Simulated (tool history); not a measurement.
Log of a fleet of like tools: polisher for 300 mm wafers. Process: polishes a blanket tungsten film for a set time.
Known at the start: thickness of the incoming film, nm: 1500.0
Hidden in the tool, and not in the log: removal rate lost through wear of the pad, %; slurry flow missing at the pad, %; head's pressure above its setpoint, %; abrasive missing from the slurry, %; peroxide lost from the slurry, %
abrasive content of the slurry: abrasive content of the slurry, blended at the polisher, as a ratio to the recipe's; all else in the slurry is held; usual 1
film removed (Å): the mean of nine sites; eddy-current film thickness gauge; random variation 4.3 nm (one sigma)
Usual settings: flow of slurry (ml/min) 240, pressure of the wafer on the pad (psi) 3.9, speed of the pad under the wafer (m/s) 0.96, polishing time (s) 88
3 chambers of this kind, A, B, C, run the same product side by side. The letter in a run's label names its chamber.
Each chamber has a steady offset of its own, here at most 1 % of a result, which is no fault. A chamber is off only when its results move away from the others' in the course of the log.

| run | hour | flow of slurry (ml/min) | pressure of the wafer on the pad (psi) | speed of the pad under the wafer (m/s) | abrasive content of the slurry | polishing time (s) | wafers polished on this pad | hours since the slurry nozzle was cleaned | hours since the head pressure was calibrated | hours since the slurry blender was calibrated | hours since the slurry got fresh peroxide | film removed (Å) |
|---|---|---|---|---|---|---|---|---|---|---|---|---|
| 1A | 11.2 | 240 | 3.9 | 0.96 | 1 | 88 | 487 | 127.5 | 569.7 | 234.1 | 17.7 | 4111.7 |
| 2C | 19.1 | 240 | 3.9 | 0.96 | 1 | 88 | 265 | 36.5 | 984.4 | 73.0 | 73.3 | 4247.7 |
|  | 24.5 | chamber B: worn pad replaced by a new one |
|  | 24.8 | chamber A: slurry blender recalibrated |
| 3B | 25.1 | 240 | 3.9 | 0.96 | 1 | 88 | 4 | 250.7 | 108.0 | 270.6 | 52.1 | 4175.3 |
|  | 25.9 | chamber C: slurry tank refilled with fresh slurry and peroxide |
| 4B | 33.4 | 240 | 3.9 | 0.96 | 1 | 88 | 69 | 259.0 | 116.3 | 278.9 | 60.4 | 4171.7 |
|  | 42.0 | chamber A: slurry tank refilled with fresh slurry and peroxide |
| 5A | 44.9 | 240 | 3.9 | 0.96 | 1 | 88 | 749 | 161.2 | 603.4 | 20.1 | 3.0 | 4250.4 |
| 6C | 52.2 | 240 | 3.9 | 0.74 | 1 | 88 | 522 | 69.6 | 1017.5 | 106.1 | 26.3 | 3200.4 |
| 7A | 62.7 | 240 | 3.9 | 0.74 | 1 | 88 | 887 | 179.0 | 621.2 | 37.9 | 20.8 | 3200.3 |
| 8C | 68.3 | 240 | 3.9 | 0.74 | 1 | 88 | 648 | 85.7 | 1033.6 | 122.2 | 42.4 | 3188.7 |
|  | 73.1 | chamber B: slurry tank refilled with fresh slurry and peroxide |
|  | 76.3 | chamber B: slurry blender recalibrated |
| 9B | 80.6 | 240 | 3.9 | 0.96 | 1 | 88 | 436 | 306.2 | 163.5 | 4.3 | 7.6 | 4060.0 |
| 10B | 87.2 | 320 | 3.9 | 0.96 | 1 | 88 | 488 | 312.8 | 170.1 | 10.9 | 14.2 | 4250.1 |
|  | 92.3 | chamber A: slurry tank refilled with fresh slurry and peroxide |
| 11C | 95.2 | 320 | 3.9 | 0.96 | 1 | 88 | 857 | 112.6 | 1060.5 | 149.1 | 69.3 | 4278.8 |
| 12A | 102.3 | 320 | 3.9 | 0.96 | 1 | 88 | 1195 | 218.6 | 660.8 | 77.5 | 10.0 | 4309.3 |
|  | 110.0 | chamber C: worn pad replaced by a new one |
|  | 110.4 | chamber A: worn pad replaced by a new one |
| 13C | 112.2 | 240 | 3.9 | 0.96 | 1 | 88 | 17 | 129.6 | 1077.5 | 166.1 | 86.3 | 4205.0 |
|  | 115.3 | chamber C: slurry tank refilled with fresh slurry and peroxide |
|  | 124.5 | chamber A: head pressure recalibrated |
| 14B | 124.6 | 240 | 3.9 | 0.96 | 1 | 88 | 779 | 350.2 | 207.5 | 48.3 | 51.6 | 4148.2 |
| 15A | 133.3 | 240 | 3.9 | 0.96 | 1 | 88 | 178 | 249.6 | 8.8 | 108.5 | 41.0 | 4125.4 |
|  | 142.0 | chamber A: slurry tank refilled with fresh slurry and peroxide |
| 16A | 144.2 | 240 | 3.9 | 0.96 | 1 | 88 | 263 | 260.5 | 19.7 | 119.4 | 2.3 | 4216.5 |
|  | 150.8 | chamber C: head pressure recalibrated |
| 17C | 152.8 | 240 | 3.9 | 0.96 | 1 | 88 | 333 | 170.2 | 2.1 | 206.7 | 37.6 | 4202.7 |
|  | 154.3 | chamber B: slurry tank refilled with fresh slurry and peroxide |
| 18B | 161.7 | 240 | 3.9 | 0.96 | 1 | 88 | 1067 | 387.3 | 244.6 | 85.4 | 7.4 | 4045.4 |
|  | 166.4 | chamber C: slurry blender recalibrated |
| 19A | 170.9 | 240 | 3.9 | 0.96 | 1 | 88 | 471 | 287.2 | 46.4 | 146.1 | 29.0 | 4201.2 |
| 20C | 182.3 | 240 | 3.9 | 0.96 | 1 | 88 | 562 | 199.7 | 31.6 | 16.0 | 67.1 | 4143.0 |
| 21B | 187.9 | 240 | 3.9 | 0.96 | 1 | 88 | 1271 | 413.5 | 270.8 | 111.6 | 33.6 | 4001.1 |
| 22A | 200.3 | 240 | 3.9 | 0.96 | 1 | 88 | 699 | 316.6 | 75.8 | 175.5 | 58.4 | 4197.2 |
|  | 203.8 | chamber C: slurry tank refilled with fresh slurry and peroxide |
|  | 206.6 | chamber B: worn pad replaced by a new one |
| 23C | 212.2 | 240 | 3.9 | 0.96 | 1 | 88 | 795 | 229.6 | 61.5 | 45.9 | 8.5 | 4164.4 |
| 24B | 220.1 | 240 | 3.9 | 0.96 | 1 | 88 | 105 | 445.7 | 303.0 | 143.8 | 65.8 | 3908.7 |
| 25C | 229.3 | 240 | 3.9 | 0.96 | 1 | 88 | 928 | 246.7 | 78.6 | 63.0 | 25.6 | 4104.3 |
| 26B | 239.7 | 240 | 3.9 | 0.96 | 1 | 88 | 258 | 465.3 | 322.6 | 163.4 | 85.4 | 3947.9 |

Is one chamber off against the others, does the gauge drift, or is nothing wrong? If a chamber is off, say which, and what the likeliest cause is.

Chamber B drifts away from the others.
Cause: slurry flow missing at the pad, % = 38.4.
The log may not tell that from: head's pressure below its setpoint, %.

Here are 4 candidates for chamber B's next run, each the usual settings with a change, their results left as question marks. Which one brings its results back in line with what the others give on the usual settings?
In line means no further than this from the other chambers' mean on the usual settings: film removed (Å) 150.0
| 27B-1 | 248.8 | 240 | 3.7 | 0.92 | 1 | 84 |  |  |  |  |  | ? |
| 27B-2 | 248.8 | 245 | 3.9 | 1.08 | 1 | 88 |  |  |  |  |  | ? |
| 27B-3 | 248.8 | 240 | 3.7 | 0.96 | 1 | 88 |  |  |  |  |  | ? |
| 27B-4 | 248.8 | 240 | 4.0 | 0.98 | 1 | 88 |  |  |  |  |  | ? |

The other chambers' mean on the usual settings: film removed (Å) 4168.4
| run | film removed (Å) |
|---|---|
| 27B-1 | 3412.2 |
| 27B-2 | 4432.8 |
| 27B-3 | 3727.6 |
| 27B-4 | 4117.5 |
27B-4 brings the chamber back in line.
